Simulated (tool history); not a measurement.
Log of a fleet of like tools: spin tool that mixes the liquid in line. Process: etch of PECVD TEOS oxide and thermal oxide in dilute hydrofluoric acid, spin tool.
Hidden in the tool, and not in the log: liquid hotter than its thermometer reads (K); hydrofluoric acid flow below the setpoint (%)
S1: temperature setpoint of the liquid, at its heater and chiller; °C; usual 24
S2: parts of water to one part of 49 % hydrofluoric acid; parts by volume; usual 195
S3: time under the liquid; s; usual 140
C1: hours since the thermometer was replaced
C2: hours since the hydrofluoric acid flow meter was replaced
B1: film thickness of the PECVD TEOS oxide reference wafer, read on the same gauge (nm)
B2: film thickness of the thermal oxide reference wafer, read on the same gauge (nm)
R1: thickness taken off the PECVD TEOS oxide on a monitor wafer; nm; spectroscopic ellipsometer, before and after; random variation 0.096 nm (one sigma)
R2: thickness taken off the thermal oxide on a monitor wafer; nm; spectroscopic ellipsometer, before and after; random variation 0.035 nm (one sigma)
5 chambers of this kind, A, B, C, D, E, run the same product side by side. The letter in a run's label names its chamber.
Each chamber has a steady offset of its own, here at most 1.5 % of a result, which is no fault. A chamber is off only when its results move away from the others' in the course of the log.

run   hour    S1   S2   S3      C1      C2      B1      B2      R1      R2
 1D     13    24  195  140  1069.7   178.7  40.009  130.01  13.336   3.184
 2C   26.2    24  195  140  1469.7    74.7  40.036  129.99  13.356  3.2011
 3E   36.7    24  195  140   196.2   457.6  39.977  129.99   13.46  3.0737
 4A     47    24  195  140  1023.1    91.3  40.041  129.98  13.435  3.1544
 5B   61.1    24  195  140   245.6     707  39.962  130.03  13.354   3.084
 6E   75.1    24  195  140   234.6     496  39.998     130  13.411   3.097
 7C   86.3    24  195  140  1529.8   134.8  39.956  130.02  13.376  3.1533
      96.7  -- chamber C: thermometer replaced
 8D    101    24  195  140  1157.7   266.7  39.991     130  13.406  3.1464
 9B  111.9    24  195  140   296.4   757.8  40.009  130.04  13.384  3.1163
10A  123.6    24  195  140  1099.7   167.9  39.985     130  13.213  3.1725
11C  136.1    24  195  140    39.4   184.6  39.981  130.01   13.42  3.1875
12B  151.2    24  195  140   335.7   797.1  39.971     130  13.333  3.1686
     154.3  -- chamber D: thermometer replaced
13A  159.4    24  195  140  1135.5   203.7  40.004     130  13.445  3.1634
14D  168.1    24  195  140    13.8   333.8  39.985  130.01  13.371  3.1944
15E  177.7    24  195  140   337.2   598.6   39.99  130.01  13.357  3.1418
16D  190.9    24  195  140    36.6   356.6  39.968  129.99  13.397  3.1602
17B  201.7    24  195  140   386.2   847.6  40.012  130.01   13.24  3.1648
18A  214.2    24  195  140  1190.3   258.5  39.974  129.99   13.36  3.2089
19E    223    24  195  140   382.5   643.9  40.003  129.99   13.42  3.0911
20C  234.8    24  195  175   138.1   283.3  40.039  130.01  16.892  3.9658
21B  247.5    24  195  175     432   893.4  39.963     130  16.736  3.8725
22E  254.9    24  195  175   414.4   675.8  39.974  130.03  16.783  3.8827
       261  -- chamber E: hydrofluoric acid flow meter replaced
23A  264.8    24  195  175  1240.9   309.1  40.006  130.02  16.849  3.9877
24D  279.7    24  195  175   125.4   445.4  40.001     130  16.813  3.9412
25C  292.7    24  195  140     196   341.2  39.927  129.99  13.491  3.1962
26D  304.2    24  195  140   149.9   469.9  40.022  129.99  13.397  3.1618
27B  311.2    24  195  140   495.7   957.1  39.986  130.01  13.217  3.1534
28E  324.9    24  195  140   484.4      64  39.954  130.03  13.336  3.1643
29A  336.6    24  195  140  1312.7   380.9   39.99  130.01   13.54  3.0895
30C  346.1    24  195  140   249.4   394.6  40.016  129.99  13.346  3.1832
31C  361.1    24  195  140   264.4   409.6  39.966  129.99  13.326  3.2002
32B  370.4    24  195  140   554.9  1016.3  40.026  129.99  13.372  3.2044
33E  378.9    24  195  140   538.4     118  40.011  130.02  13.391  3.1198
34D  393.4    24  195  140   239.1   559.1  40.011  129.98  13.503  3.1874
35A  400.5  26.5  195  140  1376.6   444.8  39.984  129.98  14.601  3.4476
36C  411.3  26.5  195  140   314.6   459.8  40.006  130.02  14.679  3.4557
37B  424.7  26.5  195  140   609.2  1070.6  39.983  129.97  14.681  3.4566
38A  437.5  26.5  195  140  1413.6   481.8  40.056     130  14.614  3.5272
39E  449.2  26.5  195  140   608.7   188.3  39.972     130  14.628  3.4659
40D  458.4    24  195  140   304.1   624.1  40.011     130  13.362  3.1506

Is one chamber off against the others, does the gauge drift, or is nothing wrong? If a chamber is off, say which, and what the likeliest cause is.

No chamber stands off beyond its own small offset, and the gauge holds steady.
